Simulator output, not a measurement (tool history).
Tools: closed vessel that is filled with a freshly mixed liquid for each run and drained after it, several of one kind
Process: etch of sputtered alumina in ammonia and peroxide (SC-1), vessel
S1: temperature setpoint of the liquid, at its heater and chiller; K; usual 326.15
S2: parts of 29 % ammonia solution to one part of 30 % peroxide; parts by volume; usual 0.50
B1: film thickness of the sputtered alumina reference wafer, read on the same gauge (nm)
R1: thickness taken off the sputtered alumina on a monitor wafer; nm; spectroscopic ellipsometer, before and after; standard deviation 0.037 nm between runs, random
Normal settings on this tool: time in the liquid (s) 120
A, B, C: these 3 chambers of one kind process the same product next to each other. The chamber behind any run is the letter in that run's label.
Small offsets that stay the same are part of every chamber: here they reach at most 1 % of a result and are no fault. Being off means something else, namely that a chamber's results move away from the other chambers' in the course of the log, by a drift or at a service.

Run 1B, hour 9.2: usual settings; B1 59.974. Result: R1 7.8021 nm.
Run 2A, hour 16.5: usual settings; B1 59.997. Result: R1 7.7980 nm.
Run 3C, hour 25.2: usual settings; B1 60.007. Result: R1 7.7488 nm.
Run 4B, hour 30.4: usual settings; B1 59.989. Result: R1 7.7420 nm.
Run 5C, hour 35.7: usual settings but S2 0.30 parts by volume, time in the liquid (s) 155; B1 59.993. Result: R1 9.4597 nm.
Run 6A, hour 40.3: usual settings but S2 0.30 parts by volume, time in the liquid (s) 155; B1 60.002. Result: R1 9.7163 nm.
Run 7A, hour 49.1: usual settings but S2 0.30 parts by volume, time in the liquid (s) 155; B1 60.003. Result: R1 9.6478 nm.
Run 8B, hour 53.2: usual settings; B1 60.009. Result: R1 7.7106 nm.
Run 9C, hour 60.0: usual settings; B1 60.010. Result: R1 7.7552 nm.
Run 10B, hour 65.8: usual settings; B1 59.981. Result: R1 7.7610 nm.
Run 11A, hour 70.9: usual settings; B1 60.010. Result: R1 7.8538 nm.
Run 12C, hour 76.5: usual settings; B1 59.982. Result: R1 7.6661 nm.
Run 13A, hour 82.2: usual settings; B1 60.010. Result: R1 7.8382 nm.
Run 14B, hour 90.5: usual settings; B1 59.999. Result: R1 7.7222 nm.
Run 15C, hour 99.7: usual settings; B1 59.969. Result: R1 7.7609 nm.
Run 16B, hour 107.0: usual settings; B1 60.010. Result: R1 7.7352 nm.
Run 17A, hour 114.2: usual settings; B1 59.990. Result: R1 7.8161 nm.
Run 18C, hour 118.3: usual settings but S2 0.75 parts by volume; B1 60.014. Result: R1 7.9907 nm.
Run 19B, hour 123.9: usual settings but S2 0.75 parts by volume; B1 60.001. Result: R1 8.0363 nm.
At hour 125.9: chamber A: new drum of ammonia solution connected.
Run 20A, hour 132.4: usual settings but S2 0.75 parts by volume; B1 59.998. Result: R1 8.1183 nm.
Run 21C, hour 138.5: usual settings; B1 60.003. Result: R1 7.7224 nm.
Run 22A, hour 145.7: usual settings; B1 59.994. Result: R1 7.7761 nm.
Run 23C, hour 150.8: usual settings; B1 59.986. Result: R1 7.7464 nm.
Run 24B, hour 158.1: usual settings; B1 59.986. Result: R1 7.7113 nm.
Run 25C, hour 165.4: usual settings; B1 60.008. Result: R1 7.7548 nm.

Next, all 3 chambers run the settings below, one line each with question marks for the results. What does each chamber give?
Run 26A, hour 172.1: usual settings but S1 322.15 K. Result: R1 ?.
Run 26B, hour 172.1: usual settings but S1 322.15 K. Result: R1 ?.
Run 26C, hour 172.1: usual settings but S1 322.15 K. Result: R1 ?.

run      R1
26A  6.2804
26B  6.2362
26C  6.2207
